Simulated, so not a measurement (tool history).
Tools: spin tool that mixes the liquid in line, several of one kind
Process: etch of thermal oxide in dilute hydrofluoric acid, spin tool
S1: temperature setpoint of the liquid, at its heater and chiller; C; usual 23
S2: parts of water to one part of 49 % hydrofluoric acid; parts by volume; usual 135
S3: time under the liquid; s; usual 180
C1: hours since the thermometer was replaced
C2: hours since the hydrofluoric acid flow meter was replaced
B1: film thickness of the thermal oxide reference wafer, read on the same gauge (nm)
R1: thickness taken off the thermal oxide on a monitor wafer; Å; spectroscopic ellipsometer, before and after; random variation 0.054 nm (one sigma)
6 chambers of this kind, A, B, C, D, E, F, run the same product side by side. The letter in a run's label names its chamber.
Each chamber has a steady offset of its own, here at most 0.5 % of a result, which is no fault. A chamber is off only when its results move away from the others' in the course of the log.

run,day,S1,S2,S3,C1,C2,B1,R1
1C,0.304,23,135,180,624.8,1066.2,149.98,59.986
2A,0.529,23,135,180,439.2,950.7,149.99,59.575
3D,0.767,23,135,180,364.4,521.9,150.00,60.024
4F,0.954,23,135,180,1439.2,887.5,150.02,60.012
5B,1.192,23,135,180,1405.8,65.0,150.00,60.721
6E,1.362,23,135,180,942.3,544.6,150.02,59.811
7C,1.571,23,135,180,655.2,1096.6,149.99,59.983
8B,1.804,23,135,180,1420.5,79.7,150.01,59.894
9A,2.108,23,135,180,477.1,988.6,149.97,60.446
10E,2.346,23,135,180,965.9,568.2,150.04,59.625
11D,2.588,23,135,180,408.1,565.6,150.00,58.808
12F,2.825,23,135,180,1484.1,932.4,149.99,60.617
# day 3.071: chamber C: thermometer replaced
13D,3.100,23,135,180,420.4,577.9,150.00,59.240
14F,3.379,23,135,180,1497.4,945.7,150.02,60.506
15C,3.592,23,135,180,12.5,1145.1,149.98,59.116
16A,3.779,23,135,180,517.2,1028.7,150.01,60.199
17E,4.033,20,105,180,1006.4,608.7,150.02,70.301
18B,4.250,20,105,180,1479.2,138.4,150.00,70.817
19B,4.425,20,105,180,1483.4,142.6,150.01,70.835
20A,4.725,20,105,180,539.9,1051.4,150.00,71.727
21F,4.900,20,105,180,1533.9,982.2,149.98,71.164
22E,5.142,20,105,180,1033.0,635.3,150.04,69.990
# day 5.288: chamber F: thermometer replaced
23C,5.442,23,135,180,56.9,1189.5,149.99,59.788
24D,5.621,23,135,180,480.9,638.4,150.01,60.733
25D,5.925,23,135,180,488.2,645.7,150.04,61.913
26B,6.121,23,135,180,1524.1,183.3,150.01,60.023
27A,6.408,23,135,180,580.3,1091.8,150.05,60.322
28C,6.612,23,135,180,85.0,1217.6,149.99,59.343
29E,6.800,23,135,180,1072.8,675.1,150.03,60.376
30F,6.938,23,135,180,39.7,1031.1,149.96,60.197
# day 7.208: chamber A: thermometer replaced
31F,7.233,23,135,180,46.8,1038.2,149.97,59.366
32E,7.492,23,135,180,1089.4,691.7,149.99,59.623
33D,7.746,23,135,180,531.9,689.4,149.98,62.626
34A,8.012,23,135,180,19.4,1130.3,149.98,59.130
35B,8.200,23,135,180,1574.0,233.2,150.00,60.204
36C,8.462,23,135,180,129.4,1262.0,149.99,58.104
37A,8.679,23,135,180,35.4,1146.3,150.02,59.170
38F,8.921,23,135,180,87.3,1078.7,150.02,59.401
39C,9.133,23,135,180,145.5,1278.1,150.04,58.980
40D,9.346,23,135,180,570.3,727.8,150.02,64.348

What goes on in this fleet: one chamber off, a drifting gauge, or nothing beyond the chambers' own small offsets? Name the chamber and the cause, if any.

Chamber D drifts away from the others.
Cause: liquid hotter than its thermometer reads (K) = 2.23.
The log may not tell that from: hydrofluoric acid flow above the setpoint (%).

Here are 4 candidates for chamber D's next run, each the usual settings with a change, their results left as question marks. Which one brings its results back in line with what the others give on the usual settings?
In line means no further than this from the other chambers' mean on the usual settings: R1 1.900 Å
41D-1,9.567,23,130,190,,,,?
41D-2,9.567,23,125,195,,,,?
41D-3,9.567,23,145,180,,,,?
41D-4,9.567,23,155,180,,,,?

The other chambers' mean on the usual settings: R1 59.636 Å
run,R1
41D-1,71.509
41D-2,76.780
41D-3,59.670
41D-4,55.180
41D-3 brings the chamber back in line.
